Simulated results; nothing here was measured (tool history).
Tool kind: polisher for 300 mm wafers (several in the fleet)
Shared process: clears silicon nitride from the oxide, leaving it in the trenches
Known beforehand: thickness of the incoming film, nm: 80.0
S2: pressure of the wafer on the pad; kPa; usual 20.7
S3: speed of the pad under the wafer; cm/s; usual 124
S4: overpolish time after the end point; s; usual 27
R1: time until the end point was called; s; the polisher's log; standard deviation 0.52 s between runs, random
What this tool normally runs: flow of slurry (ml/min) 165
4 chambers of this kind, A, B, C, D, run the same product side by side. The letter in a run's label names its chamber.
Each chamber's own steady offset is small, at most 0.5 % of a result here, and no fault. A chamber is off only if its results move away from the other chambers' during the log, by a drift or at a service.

{"hour": 2.5, "done": "chamber C: worn pad replaced by a new one"}
{"run": "1A", "hour": 4.8, "flow of slurry (ml/min)": 165, "S2": 20.7, "S3": 124, "S4": 27, "R1": 64.01}
{"run": "2C", "hour": 12.8, "flow of slurry (ml/min)": 165, "S2": 20.7, "S3": 124, "S4": 27, "R1": 63.44}
{"run": "3B", "hour": 20.9, "flow of slurry (ml/min)": 165, "S2": 20.7, "S3": 124, "S4": 27, "R1": 64.15}
{"hour": 23.0, "done": "chamber B: worn pad replaced by a new one"}
{"hour": 24.5, "done": "chamber A: worn pad replaced by a new one"}
{"run": "4D", "hour": 27.2, "flow of slurry (ml/min)": 165, "S2": 20.7, "S3": 124, "S4": 27, "R1": 62.09}
{"run": "5D", "hour": 36.3, "flow of slurry (ml/min)": 165, "S2": 20.7, "S3": 124, "S4": 27, "R1": 63.164}
{"run": "6B", "hour": 42.6, "flow of slurry (ml/min)": 165, "S2": 20.7, "S3": 124, "S4": 27, "R1": 63.148}
{"run": "7C", "hour": 52.5, "flow of slurry (ml/min)": 165, "S2": 20.7, "S3": 124, "S4": 27, "R1": 63.686}
{"run": "8A", "hour": 62.4, "flow of slurry (ml/min)": 165, "S2": 20.7, "S3": 124, "S4": 27, "R1": 64.458}
{"run": "9C", "hour": 69.2, "flow of slurry (ml/min)": 165, "S2": 20.7, "S3": 124, "S4": 27, "R1": 63.985}
{"run": "10D", "hour": 73.7, "flow of slurry (ml/min)": 165, "S2": 20.7, "S3": 124, "S4": 27, "R1": 63.515}
{"run": "11A", "hour": 83.6, "flow of slurry (ml/min)": 165, "S2": 20.7, "S3": 124, "S4": 27, "R1": 63.357}
{"run": "12B", "hour": 89.7, "flow of slurry (ml/min)": 165, "S2": 20.7, "S3": 124, "S4": 27, "R1": 64.279}
{"run": "13B", "hour": 97.9, "flow of slurry (ml/min)": 165, "S2": 20.7, "S3": 124, "S4": 27, "R1": 64.665}
{"hour": 101.8, "done": "chamber B: worn pad replaced by a new one"}
{"run": "14D", "hour": 105.1, "flow of slurry (ml/min)": 165, "S2": 20.7, "S3": 124, "S4": 27, "R1": 62.895}
{"run": "15C", "hour": 112.8, "flow of slurry (ml/min)": 165, "S2": 20.7, "S3": 124, "S4": 14, "R1": 63.504}
{"run": "16A", "hour": 118.8, "flow of slurry (ml/min)": 165, "S2": 20.7, "S3": 124, "S4": 14, "R1": 63.39}
{"hour": 122.8, "done": "chamber A: worn pad replaced by a new one"}
{"run": "17B", "hour": 126.0, "flow of slurry (ml/min)": 165, "S2": 20.7, "S3": 124, "S4": 14, "R1": 65.449}
{"hour": 129.2, "done": "chamber A: slurry nozzle cleaned"}
{"run": "18A", "hour": 131.5, "flow of slurry (ml/min)": 165, "S2": 20.7, "S3": 124, "S4": 14, "R1": 63.97}
{"run": "19C", "hour": 141.1, "flow of slurry (ml/min)": 165, "S2": 20.7, "S3": 124, "S4": 27, "R1": 63.903}
{"hour": 143.8, "done": "chamber D: worn pad replaced by a new one"}
{"run": "20D", "hour": 147.4, "flow of slurry (ml/min)": 165, "S2": 20.7, "S3": 124, "S4": 27, "R1": 63.675}
{"run": "21D", "hour": 155.8, "flow of slurry (ml/min)": 165, "S2": 20.7, "S3": 124, "S4": 27, "R1": 63.587}
{"run": "22A", "hour": 163.4, "flow of slurry (ml/min)": 165, "S2": 20.7, "S3": 124, "S4": 27, "R1": 64.205}
{"hour": 163.9, "done": "chamber C: worn pad replaced by a new one"}
{"run": "23B", "hour": 167.9, "flow of slurry (ml/min)": 165, "S2": 20.7, "S3": 124, "S4": 27, "R1": 66.645}
{"run": "24C", "hour": 173.9, "flow of slurry (ml/min)": 165, "S2": 20.7, "S3": 124, "S4": 27, "R1": 64.033}
{"run": "25D", "hour": 180.8, "flow of slurry (ml/min)": 165, "S2": 20.7, "S3": 124, "S4": 27, "R1": 62.689}
{"hour": 187.5, "done": "chamber B: worn pad replaced by a new one"}
{"run": "26B", "hour": 189.0, "flow of slurry (ml/min)": 165, "S2": 20.7, "S3": 124, "S4": 27, "R1": 66.518}
{"hour": 193.4, "done": "chamber C: slurry nozzle cleaned"}
{"run": "27A", "hour": 197.2, "flow of slurry (ml/min)": 165, "S2": 20.7, "S3": 124, "S4": 27, "R1": 63.853}
{"run": "28C", "hour": 203.7, "flow of slurry (ml/min)": 165, "S2": 26.2, "S3": 84, "S4": 27, "R1": 74.063}

All chambers now run identical settings, listed one chamber a line with results as question marks. What results will each chamber show?
{"run": "29A", "hour": 210.8, "flow of slurry (ml/min)": 165, "S2": 20.7, "S3": 124, "S4": 27, "R1": "?"}
{"run": "29B", "hour": 210.8, "flow of slurry (ml/min)": 165, "S2": 20.7, "S3": 124, "S4": 27, "R1": "?"}
{"run": "29C", "hour": 210.8, "flow of slurry (ml/min)": 165, "S2": 20.7, "S3": 124, "S4": 27, "R1": "?"}
{"run": "29D", "hour": 210.8, "flow of slurry (ml/min)": 165, "S2": 20.7, "S3": 124, "S4": 27, "R1": "?"}

run=29A R1=63.591
run=29B R1=66.562
run=29C R1=63.178
run=29D R1=62.625

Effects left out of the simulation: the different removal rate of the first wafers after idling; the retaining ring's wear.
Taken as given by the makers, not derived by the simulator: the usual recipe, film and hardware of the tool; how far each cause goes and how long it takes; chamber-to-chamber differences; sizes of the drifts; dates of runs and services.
